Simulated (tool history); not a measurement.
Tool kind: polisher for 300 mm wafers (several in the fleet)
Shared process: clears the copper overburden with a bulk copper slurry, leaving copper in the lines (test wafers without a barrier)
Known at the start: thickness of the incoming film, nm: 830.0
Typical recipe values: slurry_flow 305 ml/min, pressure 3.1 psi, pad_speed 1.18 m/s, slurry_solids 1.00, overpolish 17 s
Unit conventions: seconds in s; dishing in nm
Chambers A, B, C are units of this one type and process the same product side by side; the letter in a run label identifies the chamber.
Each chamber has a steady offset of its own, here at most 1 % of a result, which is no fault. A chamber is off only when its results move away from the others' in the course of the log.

| run | hour | slurry_flow | pressure | pad_speed | slurry_solids | overpolish | seconds | dishing |
|---|---|---|---|---|---|---|---|---|
| 1B | 5.4 | 305 | 3.1 | 1.18 | 1.00 | 17 | 80.335 | 93.175 |
| 2C | 13.5 | 305 | 3.1 | 1.18 | 1.00 | 17 | 82.440 | 89.089 |
| 3A | 17.7 | 305 | 3.1 | 1.18 | 1.00 | 17 | 83.290 | 89.536 |
|  | 19.8 | chamber C: worn pad replaced by a new one |
| 4C | 23.9 | 305 | 3.1 | 1.18 | 1.00 | 17 | 82.489 | 92.192 |
| 5B | 31.4 | 305 | 3.1 | 1.18 | 1.00 | 17 | 81.380 | 89.482 |
|  | 36.3 | chamber A: worn pad replaced by a new one |
| 6A | 36.5 | 405 | 3.1 | 1.18 | 1.10 | 17 | 77.309 | 91.206 |
| 7C | 43.9 | 405 | 3.1 | 1.18 | 1.10 | 17 | 79.031 | 92.698 |
|  | 51.2 | chamber C: slurry blender recalibrated |
| 8B | 51.8 | 405 | 3.1 | 1.18 | 1.10 | 17 | 77.277 | 90.496 |
| 9A | 56.7 | 305 | 3.1 | 1.18 | 1.00 | 17 | 82.055 | 89.665 |
| 10A | 63.7 | 305 | 3.1 | 1.18 | 1.15 | 17 | 78.894 | 90.519 |
| 11C | 67.5 | 305 | 3.1 | 1.18 | 1.15 | 17 | 79.643 | 88.468 |
| 12B | 71.7 | 305 | 3.1 | 1.18 | 1.15 | 17 | 77.995 | 92.950 |
| 13C | 77.5 | 305 | 3.1 | 1.18 | 1.00 | 17 | 81.699 | 91.624 |
|  | 79.2 | chamber C: worn pad replaced by a new one |
| 14B | 84.2 | 305 | 3.1 | 1.18 | 1.00 | 17 | 80.946 | 90.206 |
|  | 86.1 | chamber B: slurry blender recalibrated |
| 15A | 88.3 | 305 | 3.1 | 1.18 | 1.00 | 17 | 80.343 | 89.902 |
| 16B | 94.5 | 305 | 3.1 | 1.18 | 1.00 | 17 | 82.353 | 89.531 |
| 17C | 101.8 | 305 | 3.1 | 1.18 | 1.00 | 17 | 81.671 | 86.380 |
| 18A | 105.8 | 305 | 3.1 | 1.18 | 1.00 | 17 | 82.474 | 86.866 |
| 19B | 111.5 | 305 | 3.1 | 1.18 | 1.00 | 17 | 81.744 | 89.124 |
|  | 111.9 | chamber A: slurry blender recalibrated |
| 20A | 119.4 | 305 | 3.1 | 1.18 | 1.00 | 17 | 80.788 | 90.148 |
|  | 122.3 | chamber B: slurry nozzle cleaned |
| 21C | 124.2 | 305 | 3.1 | 1.18 | 1.00 | 17 | 81.423 | 86.477 |
| 22C | 131.6 | 305 | 3.1 | 1.18 | 1.00 | 17 | 82.598 | 87.388 |
|  | 131.9 | chamber A: head pressure recalibrated |
| 23A | 139.2 | 305 | 3.1 | 1.18 | 1.00 | 17 | 80.711 | 89.376 |
| 24B | 143.5 | 395 | 3.1 | 1.18 | 1.10 | 17 | 79.581 | 88.562 |
|  | 147.7 | chamber C: worn pad replaced by a new one |
| 25B | 151.3 | 395 | 3.1 | 1.18 | 1.10 | 17 | 77.968 | 88.671 |
| 26C | 156.2 | 395 | 3.1 | 1.18 | 1.10 | 17 | 78.980 | 90.646 |
| 27A | 160.4 | 305 | 3.1 | 1.18 | 1.00 | 17 | 81.284 | 89.161 |
| 28C | 166.5 | 305 | 3.1 | 1.18 | 1.00 | 17 | 82.486 | 90.947 |
| 29B | 170.8 | 305 | 3.1 | 1.18 | 1.00 | 17 | 83.612 | 85.795 |
| 30A | 175.1 | 305 | 3.1 | 1.18 | 1.00 | 17 | 81.846 | 91.812 |
| 31A | 180.4 | 305 | 3.1 | 1.18 | 1.00 | 17 | 82.617 | 89.919 |
| 32B | 186.9 | 305 | 3.1 | 1.18 | 1.00 | 17 | 84.138 | 87.054 |
| 33C | 190.9 | 305 | 3.1 | 1.18 | 1.10 | 24 | 82.470 | 106.410 |
| 34B | 195.0 | 305 | 3.1 | 1.18 | 1.10 | 24 | 82.091 | 108.290 |
|  | 197.8 | chamber B: slurry blender recalibrated |
|  | 201.6 | chamber A: worn pad replaced by a new one |
| 35C | 203.0 | 305 | 3.1 | 1.18 | 1.10 | 24 | 79.626 | 109.310 |
| 36A | 209.5 | 305 | 3.1 | 1.18 | 1.00 | 17 | 81.139 | 92.108 |
|  | 213.0 | chamber C: worn pad replaced by a new one |
| 37C | 214.2 | 305 | 3.1 | 1.54 | 1.00 | 10 | 62.047 | 75.909 |
| 38B | 219.9 | 305 | 3.1 | 1.54 | 1.00 | 10 | 65.496 | 72.283 |
| 39A | 227.7 | 305 | 3.1 | 1.54 | 1.00 | 10 | 63.679 | 73.172 |
| 40C | 234.9 | 305 | 3.1 | 1.18 | 1.00 | 17 | 81.696 | 85.812 |

Next, all 3 chambers run the settings below, one line each with question marks for the results. What does each chamber give?
| 41A | 240.7 | 305 | 3.9 | 1.18 | 1.00 | 17 | ? | ? |
| 41B | 240.7 | 305 | 3.9 | 1.18 | 1.00 | 17 | ? | ? |
| 41C | 240.7 | 305 | 3.9 | 1.18 | 1.00 | 17 | ? | ? |

| run | seconds | dishing |
|---|---|---|
| 41A | 64.715 | 107.440 |
| 41B | 69.358 | 104.360 |
| 41C | 65.420 | 104.800 |
